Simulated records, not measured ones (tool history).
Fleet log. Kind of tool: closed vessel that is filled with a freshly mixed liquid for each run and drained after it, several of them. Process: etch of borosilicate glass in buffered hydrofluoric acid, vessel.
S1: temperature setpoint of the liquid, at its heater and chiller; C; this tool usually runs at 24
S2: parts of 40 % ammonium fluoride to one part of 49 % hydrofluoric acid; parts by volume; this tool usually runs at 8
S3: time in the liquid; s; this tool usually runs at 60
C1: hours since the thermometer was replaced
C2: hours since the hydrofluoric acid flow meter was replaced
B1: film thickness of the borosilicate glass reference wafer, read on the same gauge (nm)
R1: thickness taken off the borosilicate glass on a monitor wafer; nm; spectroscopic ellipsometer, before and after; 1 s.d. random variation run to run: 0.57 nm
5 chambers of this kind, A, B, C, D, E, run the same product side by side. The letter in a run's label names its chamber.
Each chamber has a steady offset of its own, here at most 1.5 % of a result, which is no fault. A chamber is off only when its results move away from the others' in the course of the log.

run   hour  S1   S2  S3      C1      C2      B1      R1
 1E      5  24    8  60   537.4   349.9  129.99  91.027
 2C    9.2  24    8  60   808.1   157.6  129.98  89.781
 3A     13  24    8  60   450.1  1433.4  130.01  90.491
 4B   16.6  24    8  60  2040.8   570.3  129.99   91.13
 5D   20.2  24    8  60   850.4   488.7  129.95  89.994
 6C   24.8  24    8  60   823.7   173.2     130   91.06
 7B   30.9  24    8  60  2055.1   584.6  129.99  91.719
 8D   36.1  24    8  60   866.3   504.6     130  91.255
 9E   41.8  24    8  60   574.2   386.7     130    91.4
10A   49.2  24    8  60   486.3  1469.6     130  90.076
11A     56  24    8  60   493.1  1476.4  129.98  88.846
12B   60.8  24    8  60    2085   614.5  129.96  91.432
13D   67.6  24    8  60   897.8   536.1     130  90.761
14C   74.9  24    8  60   873.8   223.3  129.96  89.736
15E   79.5  24    8  60   611.9   424.4  129.97  91.444
      81.3  -- chamber C: thermometer replaced
16D   83.6  24    8  60   913.8   552.1  129.98  90.302
17B   87.6  24    8  60  2111.8   641.3  130.01  90.911
18E   92.7  24    8  60   625.1   437.6  129.97  91.573
19A   98.9  24    8  60     536  1519.3  129.96  90.855
20C  106.4  24    8  60    25.2   254.8  129.98  90.499
21C  113.4  24    8  60    32.2   261.8  130.01  91.344
22D  119.9  24    8  60   950.1   588.4  129.98  91.312
23A  123.9  24    8  60     561  1544.3  130.01  89.798
     129.5  -- chamber A: thermometer replaced
24E  130.2  24    8  60   662.6   475.1     130  92.983
25B  134.9  24  5.5  75  2159.1   688.6  129.99  163.64
26A  138.7  24  5.5  75     9.3  1559.1  130.02  162.35
27C  144.2  24  5.5  75      63   292.6  129.96  165.22
28B    150  24  5.5  75  2174.2   703.7  130.02   163.9
29E  153.5  24  5.5  75   685.9   498.4  129.98  165.65
30D  160.5  24    8  60   990.7     629  130.01  90.499
31D  164.9  24    8  60   995.1   633.4  129.96  90.545
32A  171.9  28    8  30    42.5  1592.3  130.03  56.004
33B  176.9  28    8  30  2201.1   730.6     130  56.664
34E  181.9  28    8  30   714.3   526.8  129.95   56.86
35C  185.6  28    8  30   104.4     334     130  55.803
36A  190.9  28    8  30    61.5  1611.3  130.02   56.06
37C  194.3  24    8  60   113.1   342.7  130.03  90.524
38E  200.4  24    8  60   732.8   545.3     130  91.576
39D  204.9  24   11  60  1035.1   673.4  130.02  67.273
40B  210.2  24   11  60  2234.4   763.9  130.01  67.977
41E  215.6  24   11  60     748   560.5  129.97  69.215
42C  219.3  24   11  60   138.1   367.7     130  68.125

What goes on in this fleet: one chamber off, a drifting gauge, or nothing beyond the chambers' own small offsets? Name the chamber and the cause, if any.

Neither any chamber nor the gauge drifts; the chambers differ only by their own small, steady offsets.
